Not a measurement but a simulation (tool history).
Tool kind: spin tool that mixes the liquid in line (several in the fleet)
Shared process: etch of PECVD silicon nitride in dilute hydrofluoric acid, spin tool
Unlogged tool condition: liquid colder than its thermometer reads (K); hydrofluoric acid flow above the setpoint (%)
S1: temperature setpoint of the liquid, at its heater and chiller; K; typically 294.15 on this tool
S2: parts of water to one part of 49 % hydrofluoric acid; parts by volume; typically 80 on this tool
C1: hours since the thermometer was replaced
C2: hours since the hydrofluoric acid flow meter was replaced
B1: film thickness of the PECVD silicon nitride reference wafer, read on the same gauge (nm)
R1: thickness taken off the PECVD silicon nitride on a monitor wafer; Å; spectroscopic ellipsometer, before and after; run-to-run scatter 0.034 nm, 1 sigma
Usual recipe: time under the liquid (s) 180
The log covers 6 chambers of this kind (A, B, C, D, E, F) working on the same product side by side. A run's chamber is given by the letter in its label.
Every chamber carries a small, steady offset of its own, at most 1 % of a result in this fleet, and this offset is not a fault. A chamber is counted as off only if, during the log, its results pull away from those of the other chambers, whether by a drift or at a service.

{"run": "1C", "hour": 3.1, "S1": 294.15, "S2": 80, "time under the liquid (s)": 180, "C1": 916.3, "C2": 118.9, "B1": 130.01, "R1": 40.044}
{"run": "2F", "hour": 8.2, "S1": 294.15, "S2": 80, "time under the liquid (s)": 180, "C1": 2120.7, "C2": 1624.9, "B1": 129.98, "R1": 39.322}
{"run": "3E", "hour": 12.5, "S1": 294.15, "S2": 80, "time under the liquid (s)": 180, "C1": 308, "C2": 659.3, "B1": 129.99, "R1": 39.87}
{"run": "4A", "hour": 15.8, "S1": 294.15, "S2": 80, "time under the liquid (s)": 180, "C1": 148.6, "C2": 1604.8, "B1": 130.01, "R1": 39.004}
{"run": "5D", "hour": 18.8, "S1": 294.15, "S2": 80, "time under the liquid (s)": 180, "C1": 350.3, "C2": 723.7, "B1": 130.01, "R1": 38.994}
{"run": "6B", "hour": 22.5, "S1": 294.15, "S2": 80, "time under the liquid (s)": 180, "C1": 852.7, "C2": 933.4, "B1": 130.01, "R1": 39.533}
{"run": "7A", "hour": 28.0, "S1": 294.15, "S2": 80, "time under the liquid (s)": 180, "C1": 160.8, "C2": 1617, "B1": 130.01, "R1": 39.18}
{"run": "8B", "hour": 30.7, "S1": 294.15, "S2": 80, "time under the liquid (s)": 180, "C1": 860.9, "C2": 941.6, "B1": 129.99, "R1": 39.595}
{"run": "9C", "hour": 33.4, "S1": 294.15, "S2": 80, "time under the liquid (s)": 180, "C1": 946.6, "C2": 149.2, "B1": 129.97, "R1": 39.847}
{"run": "10F", "hour": 38.0, "S1": 294.15, "S2": 80, "time under the liquid (s)": 180, "C1": 2150.5, "C2": 1654.7, "B1": 130.02, "R1": 38.693}
{"run": "11D", "hour": 42.2, "S1": 298.15, "S2": 45, "time under the liquid (s)": 180, "C1": 373.7, "C2": 747.1, "B1": 130.02, "R1": 88.382}
{"run": "12E", "hour": 45.8, "S1": 298.15, "S2": 45, "time under the liquid (s)": 180, "C1": 341.3, "C2": 692.6, "B1": 130.02, "R1": 91.905}
{"run": "13F", "hour": 49.0, "S1": 298.15, "S2": 45, "time under the liquid (s)": 180, "C1": 2161.5, "C2": 1665.7, "B1": 130.03, "R1": 88.617}
{"run": "14D", "hour": 53.8, "S1": 298.15, "S2": 45, "time under the liquid (s)": 180, "C1": 385.3, "C2": 758.7, "B1": 129.97, "R1": 88.403}
{"run": "15E", "hour": 56.6, "S1": 298.15, "S2": 45, "time under the liquid (s)": 180, "C1": 352.1, "C2": 703.4, "B1": 129.99, "R1": 92.585}
{"run": "16A", "hour": 59.8, "S1": 298.15, "S2": 45, "time under the liquid (s)": 180, "C1": 192.6, "C2": 1648.8, "B1": 130.03, "R1": 88.578}
{"run": "17C", "hour": 62.6, "S1": 294.15, "S2": 80, "time under the liquid (s)": 180, "C1": 975.8, "C2": 178.4, "B1": 129.98, "R1": 39.37}
{"run": "18B", "hour": 66.2, "S1": 294.15, "S2": 80, "time under the liquid (s)": 180, "C1": 896.4, "C2": 977.1, "B1": 129.97, "R1": 39.166}
{"run": "19C", "hour": 71.8, "S1": 294.15, "S2": 80, "time under the liquid (s)": 180, "C1": 985, "C2": 187.6, "B1": 129.98, "R1": 40.402}
{"run": "20B", "hour": 77.3, "S1": 294.15, "S2": 80, "time under the liquid (s)": 180, "C1": 907.5, "C2": 988.2, "B1": 130.01, "R1": 38.919}
{"run": "21D", "hour": 80.1, "S1": 294.15, "S2": 80, "time under the liquid (s)": 180, "C1": 411.6, "C2": 785, "B1": 130.02, "R1": 39.587}
{"run": "22E", "hour": 83.9, "S1": 294.15, "S2": 80, "time under the liquid (s)": 180, "C1": 379.4, "C2": 730.7, "B1": 129.97, "R1": 39.656}
{"run": "23A", "hour": 88.1, "S1": 294.15, "S2": 80, "time under the liquid (s)": 180, "C1": 220.9, "C2": 1677.1, "B1": 129.99, "R1": 39.605}
{"run": "24F", "hour": 93.4, "S1": 294.15, "S2": 80, "time under the liquid (s)": 180, "C1": 2205.9, "C2": 1710.1, "B1": 130, "R1": 38.68}
{"run": "25F", "hour": 97.2, "S1": 294.15, "S2": 80, "time under the liquid (s)": 180, "C1": 2209.7, "C2": 1713.9, "B1": 130, "R1": 38.904}
{"run": "26B", "hour": 100.9, "S1": 294.15, "S2": 80, "time under the liquid (s)": 180, "C1": 931.1, "C2": 1011.8, "B1": 129.98, "R1": 39.429}
{"run": "27E", "hour": 105.6, "S1": 294.15, "S2": 80, "time under the liquid (s)": 180, "C1": 401.1, "C2": 752.4, "B1": 130.02, "R1": 39.724}
{"run": "28D", "hour": 109.0, "S1": 297.15, "S2": 80, "time under the liquid (s)": 180, "C1": 440.5, "C2": 813.9, "B1": 130.01, "R1": 48.104}
{"run": "29A", "hour": 113.9, "S1": 297.15, "S2": 80, "time under the liquid (s)": 180, "C1": 246.7, "C2": 1702.9, "B1": 129.99, "R1": 48.021}
{"run": "30C", "hour": 117.3, "S1": 297.15, "S2": 80, "time under the liquid (s)": 180, "C1": 1030.5, "C2": 233.1, "B1": 129.98, "R1": 49.699}
{"run": "31E", "hour": 121.0, "S1": 297.15, "S2": 80, "time under the liquid (s)": 180, "C1": 416.5, "C2": 767.8, "B1": 130.01, "R1": 49.138}
{"run": "32B", "hour": 126.3, "S1": 297.15, "S2": 80, "time under the liquid (s)": 180, "C1": 956.5, "C2": 1037.2, "B1": 129.98, "R1": 47.938}
{"run": "33F", "hour": 129.1, "S1": 297.15, "S2": 80, "time under the liquid (s)": 180, "C1": 2241.6, "C2": 1745.8, "B1": 130, "R1": 47.74}
{"run": "34C", "hour": 131.7, "S1": 294.15, "S2": 80, "time under the liquid (s)": 180, "C1": 1044.9, "C2": 247.5, "B1": 130, "R1": 39.336}
{"run": "35A", "hour": 136.7, "S1": 294.15, "S2": 80, "time under the liquid (s)": 180, "C1": 269.5, "C2": 1725.7, "B1": 130.02, "R1": 39.47}
{"run": "36D", "hour": 141.8, "S1": 294.15, "S2": 80, "time under the liquid (s)": 180, "C1": 473.3, "C2": 846.7, "B1": 130.01, "R1": 39.121}
{"run": "37B", "hour": 146.0, "S1": 294.15, "S2": 80, "time under the liquid (s)": 180, "C1": 976.2, "C2": 1056.9, "B1": 130.02, "R1": 39.164}
{"run": "38F", "hour": 151.7, "S1": 294.15, "S2": 80, "time under the liquid (s)": 180, "C1": 2264.2, "C2": 1768.4, "B1": 130, "R1": 39.336}
{"run": "39D", "hour": 155.2, "S1": 294.15, "S2": 80, "time under the liquid (s)": 180, "C1": 486.7, "C2": 860.1, "B1": 129.98, "R1": 39.13}

All chambers now run identical settings, listed one chamber a line with results as question marks. What results will each chamber show?
{"run": "40A", "hour": 159.3, "S1": 294.15, "S2": 80, "time under the liquid (s)": 235, "R1": "?"}
{"run": "40B", "hour": 159.3, "S1": 294.15, "S2": 80, "time under the liquid (s)": 235, "R1": "?"}
{"run": "40C", "hour": 159.3, "S1": 294.15, "S2": 80, "time under the liquid (s)": 235, "R1": "?"}
{"run": "40D", "hour": 159.3, "S1": 294.15, "S2": 80, "time under the liquid (s)": 235, "R1": "?"}
{"run": "40E", "hour": 159.3, "S1": 294.15, "S2": 80, "time under the liquid (s)": 235, "R1": "?"}
{"run": "40F", "hour": 159.3, "S1": 294.15, "S2": 80, "time under the liquid (s)": 235, "R1": "?"}

run=40A R1=51.499
run=40B R1=51.689
run=40C R1=50.935
run=40D R1=51.533
run=40E R1=51.31
run=40F R1=50.039

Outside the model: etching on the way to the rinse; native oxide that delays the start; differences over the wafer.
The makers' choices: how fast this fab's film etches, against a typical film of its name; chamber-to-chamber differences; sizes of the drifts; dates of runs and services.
